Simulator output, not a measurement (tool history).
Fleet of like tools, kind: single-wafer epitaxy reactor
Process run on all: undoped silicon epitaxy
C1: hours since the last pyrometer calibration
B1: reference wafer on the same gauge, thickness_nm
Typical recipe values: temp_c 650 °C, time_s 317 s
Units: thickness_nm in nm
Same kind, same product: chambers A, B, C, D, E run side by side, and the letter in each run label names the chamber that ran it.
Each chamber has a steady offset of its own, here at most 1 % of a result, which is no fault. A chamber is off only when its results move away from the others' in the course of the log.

run 1B hour=10.8 | temp_c=650 time_s=317 | C1=1038.4 | B1=45.728 | thickness_nm=54.031
run 2A hour=23.5 | temp_c=650 time_s=317 | C1=518.5 | B1=45.682 | thickness_nm=53.649
run 3D hour=31.3 | temp_c=650 time_s=317 | C1=1757.3 | B1=45.696 | thickness_nm=52.894
run 4C hour=44.2 | temp_c=650 time_s=317 | C1=2085.7 | B1=45.700 | thickness_nm=53.276
run 5E hour=54.8 | temp_c=650 time_s=317 | C1=1715.5 | B1=45.687 | thickness_nm=52.831
run 6B hour=60.9 | temp_c=650 time_s=317 | C1=1088.5 | B1=45.717 | thickness_nm=53.881
run 7C hour=70.6 | temp_c=650 time_s=317 | C1=2112.1 | B1=45.656 | thickness_nm=53.374
run 8E hour=78.7 | temp_c=650 time_s=317 | C1=1739.4 | B1=45.769 | thickness_nm=52.914
run 9A hour=87.4 | temp_c=660 time_s=356 | C1=582.4 | B1=45.755 | thickness_nm=75.348
run 10D hour=100.6 | temp_c=660 time_s=356 | C1=1826.6 | B1=45.756 | thickness_nm=73.176
run 11A hour=106.5 | temp_c=660 time_s=356 | C1=601.5 | B1=45.746 | thickness_nm=74.856
run 12C hour=116.8 | temp_c=660 time_s=356 | C1=2158.3 | B1=45.663 | thickness_nm=74.046
run 13B hour=126.0 | temp_c=660 time_s=356 | C1=1153.6 | B1=45.672 | thickness_nm=73.605
-- hour=132.0 chamber C: pyrometer calibrated
run 14E hour=137.8 | temp_c=650 time_s=317 | C1=1798.5 | B1=45.717 | thickness_nm=53.326
run 15D hour=146.0 | temp_c=650 time_s=317 | C1=1872.0 | B1=45.793 | thickness_nm=53.384
run 16C hour=153.2 | temp_c=650 time_s=317 | C1=21.2 | B1=45.690 | thickness_nm=51.324
run 17D hour=162.6 | temp_c=650 time_s=317 | C1=1888.6 | B1=45.692 | thickness_nm=53.143
run 18E hour=174.0 | temp_c=650 time_s=317 | C1=1834.7 | B1=45.698 | thickness_nm=53.131
-- hour=180.9 chamber D: pyrometer calibrated
run 19B hour=182.7 | temp_c=650 time_s=317 | C1=1210.3 | B1=45.702 | thickness_nm=54.271
run 20A hour=193.3 | temp_c=650 time_s=317 | C1=688.3 | B1=45.656 | thickness_nm=53.143
run 21E hour=204.6 | temp_c=650 time_s=317 | C1=1865.3 | B1=45.709 | thickness_nm=53.494
run 22A hour=212.0 | temp_c=650 time_s=317 | C1=707.0 | B1=45.680 | thickness_nm=53.438
run 23B hour=224.0 | temp_c=650 time_s=317 | C1=1251.6 | B1=45.722 | thickness_nm=54.020
run 24C hour=234.0 | temp_c=650 time_s=317 | C1=102.0 | B1=45.646 | thickness_nm=50.924
run 25D hour=242.6 | temp_c=662 time_s=379 | C1=61.7 | B1=45.689 | thickness_nm=81.434
run 26E hour=253.1 | temp_c=662 time_s=379 | C1=1913.8 | B1=45.706 | thickness_nm=82.787
run 27D hour=260.6 | temp_c=662 time_s=379 | C1=79.7 | B1=45.727 | thickness_nm=82.551
run 28B hour=266.5 | temp_c=662 time_s=379 | C1=1294.1 | B1=45.677 | thickness_nm=82.835
run 29A hour=279.1 | temp_c=662 time_s=379 | C1=774.1 | B1=45.689 | thickness_nm=82.874
run 30C hour=289.7 | temp_c=650 time_s=317 | C1=157.7 | B1=45.753 | thickness_nm=50.805
run 31E hour=298.7 | temp_c=650 time_s=317 | C1=1959.4 | B1=45.651 | thickness_nm=53.115
run 32D hour=304.4 | temp_c=650 time_s=317 | C1=123.5 | B1=45.640 | thickness_nm=53.224
run 33B hour=313.3 | temp_c=650 time_s=317 | C1=1340.9 | B1=45.677 | thickness_nm=53.795
run 34C hour=323.2 | temp_c=650 time_s=317 | C1=191.2 | B1=45.691 | thickness_nm=50.866

Next, every chamber runs the same settings. What will each give?
run 35A hour=332.7 | temp_c=650 time_s=372 | thickness_nm=?
run 35B hour=332.7 | temp_c=650 time_s=372 | thickness_nm=?
run 35C hour=332.7 | temp_c=650 time_s=372 | thickness_nm=?
run 35D hour=332.7 | temp_c=650 time_s=372 | thickness_nm=?
run 35E hour=332.7 | temp_c=650 time_s=372 | thickness_nm=?

run=35A thickness_nm=63.408
run=35B thickness_nm=62.983
run=35C thickness_nm=60.046
run=35D thickness_nm=62.030
run=35E thickness_nm=62.449

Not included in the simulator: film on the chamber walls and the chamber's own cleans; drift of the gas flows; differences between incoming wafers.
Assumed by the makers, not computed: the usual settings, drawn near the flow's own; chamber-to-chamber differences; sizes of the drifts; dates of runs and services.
